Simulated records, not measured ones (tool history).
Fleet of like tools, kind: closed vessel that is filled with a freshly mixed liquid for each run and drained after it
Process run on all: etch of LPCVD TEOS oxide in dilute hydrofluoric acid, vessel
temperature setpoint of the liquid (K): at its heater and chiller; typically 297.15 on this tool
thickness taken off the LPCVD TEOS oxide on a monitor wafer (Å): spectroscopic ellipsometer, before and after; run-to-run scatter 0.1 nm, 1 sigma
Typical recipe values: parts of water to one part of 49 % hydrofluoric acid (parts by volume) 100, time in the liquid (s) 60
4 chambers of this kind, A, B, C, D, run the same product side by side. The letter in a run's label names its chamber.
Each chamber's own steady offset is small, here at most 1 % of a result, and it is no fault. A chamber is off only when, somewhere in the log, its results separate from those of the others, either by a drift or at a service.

run,hour,temperature setpoint of the liquid (K),parts of water to one part of 49 % hydrofluoric acid (parts by volume),time in the liquid (s),hours since the thermometer was replaced,hours since the hydrofluoric acid flow meter was replaced,"read-back film thickness of the LPCVD TEOS oxide reference wafer, read on the same gauge (nm)",thickness taken off the LPCVD TEOS oxide on a monitor wafer (Å)
# hour 2.2: chamber B: thermometer replaced
1A,12.3,297.15,100,60,916.4,99.5,59.994,107.82
2D,21.9,297.15,100,60,2747.2,590.4,59.988,110.34
3B,30.8,297.15,100,60,28.7,1155.6,60.021,109.18
4C,44.7,297.15,100,60,623.9,386.3,60.001,109.74
5B,54.5,297.15,100,60,52.4,1179.3,59.993,110.41
6A,67.4,297.15,100,60,971.5,154.6,59.969,110.4
7C,74.9,297.15,100,60,654.1,416.5,59.967,109.26
8D,86.5,297.15,100,60,2811.8,655,60.034,112.46
9C,98.9,297.15,100,60,678.1,440.5,59.975,108.96
10D,110.6,294.65,65,60,2835.9,679.1,60.016,161.84
11A,116.8,294.65,65,60,1020.9,204,59.982,161.7
12B,124.6,294.65,65,60,122.5,1249.4,59.936,161.9
13C,135.5,294.65,65,60,714.7,477.1,59.976,158.21
14D,149.3,297.15,100,60,2874.6,717.8,59.973,114.32
15A,159.9,301.15,80,60,1064,247.1,59.993,164.92
16B,171.7,301.15,80,60,169.6,1296.5,59.993,165.8
# hour 174.8: chamber D: thermometer replaced
17B,184.3,301.15,80,60,182.2,1309.1,59.973,164.32
18D,190.8,301.15,80,60,16.1,759.3,59.965,171.97
19C,197.2,297.15,100,60,776.4,538.8,60.008,107.99
20A,206.1,297.15,100,60,1110.2,293.3,59.926,109.43
21B,213.9,297.15,100,60,211.8,1338.7,59.942,113.17
22C,227.1,297.15,100,60,806.3,568.7,59.958,109.67
23D,235.1,297.15,100,60,60.4,803.6,59.98,117.15
24A,248.8,297.15,100,60,1152.9,336,59.946,110.38
25D,256.5,297.15,100,60,81.8,825,60.012,118.23
26A,269.5,293.65,125,60,1173.6,356.7,60.012,73.834
27C,282.8,293.65,125,60,862,624.4,60.021,73.261
28B,294.2,293.65,125,60,292.1,1419,60.033,74.693
29D,303.9,293.65,125,60,129.2,872.4,59.993,81.04

Predict what each chamber gives when all 4 of them run the settings below next.
30A,313.8,297.15,100,60,,,,?
30B,313.8,297.15,100,60,,,,?
30C,313.8,297.15,100,60,,,,?
30D,313.8,297.15,100,60,,,,?

run,thickness taken off the LPCVD TEOS oxide on a monitor wafer (Å)
30A,110.24
30B,111.12
30C,109.93
30D,119.26
